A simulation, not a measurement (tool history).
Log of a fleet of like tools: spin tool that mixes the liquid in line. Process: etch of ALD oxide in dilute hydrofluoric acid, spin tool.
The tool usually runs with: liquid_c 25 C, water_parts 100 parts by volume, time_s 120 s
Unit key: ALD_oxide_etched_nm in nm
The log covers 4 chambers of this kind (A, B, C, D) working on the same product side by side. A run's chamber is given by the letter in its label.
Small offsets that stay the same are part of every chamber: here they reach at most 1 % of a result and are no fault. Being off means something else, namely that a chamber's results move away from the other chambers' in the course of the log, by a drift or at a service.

run     day  liquid_c  water_parts  time_s  hours since the thermometer was replaced  hours since the hydrofluoric acid flow meter was replaced  read-back film thickness of the ALD oxide reference wafer, read on the same gauge (nm)  ALD_oxide_etched_nm
 1C   0.417        25          100     120                                     654.5                                                      223.2                                                                                  119.98               24.837
 2B   0.946        25          100     120                                     106.3                                                      807.3                                                                                  120.02               24.645
 3A   1.383        25          100     120                                     943.1                                                      446.7                                                                                  119.99               24.885
 4D   1.979        25          100     120                                     685.6                                                      879.6                                                                                     120                24.75
 5C   2.438        25          100     120                                       703                                                      271.7                                                                                  119.97               24.993
 6B   2.838        25          100     120                                     151.7                                                      852.7                                                                                  119.99               24.798
 7A   3.238        25          100     120                                     987.6                                                      491.2                                                                                     120                24.83
 8D   3.633        25          120      65                                     725.3                                                      919.3                                                                                     120               10.982
 9C   4.133        25          120      65                                     743.7                                                      312.4                                                                                  120.01               10.954
10B   4.504        25          120      65                                     191.7                                                      892.7                                                                                  119.99               10.876
11D   4.879        25          120      65                                     755.2                                                      949.2                                                                                  119.96               10.925
      5.225  -- chamber D: thermometer replaced
12A   5.408        25          100     120                                    1039.7                                                      543.3                                                                                  119.98               25.017
      5.454  -- chamber A: hydrofluoric acid flow meter replaced
13B   5.979        25          100     120                                     227.1                                                      928.1                                                                                     120                24.62
14C   6.571        25          100     120                                     802.2                                                      370.9                                                                                  120.02                25.02
      6.592  -- chamber D: hydrofluoric acid flow meter replaced
15A   7.033        25          100     120                                    1078.7                                                       37.9                                                                                  119.98               24.942
16D   7.688        25          100     120                                      59.2                                                       26.4                                                                                  119.99               24.867
17C   8.204        25          100     120                                     841.4                                                      410.1                                                                                  119.99               24.898
      8.442  -- chamber C: thermometer replaced
      8.679  -- chamber C: hydrofluoric acid flow meter replaced
18B   8.871        25          100     120                                     296.5                                                      997.5                                                                                     120               24.813
19D   9.188        25          100     120                                      95.2                                                       62.4                                                                                  119.99               24.865
20A   9.612        25          115      85                                    1140.6                                                       99.8                                                                                  120.01               15.054
21A  10.242        25          115      85                                    1155.7                                                      114.9                                                                                     120               15.049
22B  10.533        25          115      85                                     336.4                                                     1037.4                                                                                  119.98               14.969
23D  11.062        25          115      85                                     140.2                                                      107.4                                                                                     120               15.102
24C   11.55        29          100     120                                      74.7                                                       68.9                                                                                     120               29.135
25D  12.046        29          100     120                                     163.8                                                        131                                                                                     120               29.017
26C  12.342        29          100     120                                      93.7                                                       87.9                                                                                     120               29.115
27B  12.717        29          100     120                                     388.8                                                     1089.8                                                                                  120.03               28.732
28A   13.35        25          100     120                                    1230.3                                                      189.5                                                                                  119.98                25.05
29A    13.7        25          100     120                                    1238.7                                                      197.9                                                                                     120               24.923
30D  14.029        25          100     120                                     211.4                                                      178.6                                                                                  119.99               24.863
31C  14.458        25          100     120                                     144.5                                                      138.7                                                                                  119.98               24.885
32B  14.917        25          100     120                                     441.6                                                     1142.6                                                                                  120.02                24.66
33B  15.575        25           75     120                                     457.4                                                     1158.4                                                                                  120.01               34.133
34C  16.217        25           75     120                                     186.7                                                      180.9                                                                                  119.98               34.335
35A  16.504        25           75     120                                      1306                                                      265.2                                                                                  119.98               33.875
36D  17.017        25           75     120                                     283.1                                                      250.3                                                                                  119.97               34.004
37B    17.4        25          100     120                                     501.2                                                     1202.2                                                                                     120               24.681
38D  17.879        25          100     120                                     303.8                                                        271                                                                                     120               24.853
39C  18.229        25          100     120                                       235                                                      229.2                                                                                     120                25.02

Has any chamber moved away from the others, gradually or after a service, or does the common gauge drift, or do the chambers differ only by their own small steady offsets? State the chamber and the most likely cause if one applies.

No chamber stands off beyond its own small offset, and the gauge holds steady.

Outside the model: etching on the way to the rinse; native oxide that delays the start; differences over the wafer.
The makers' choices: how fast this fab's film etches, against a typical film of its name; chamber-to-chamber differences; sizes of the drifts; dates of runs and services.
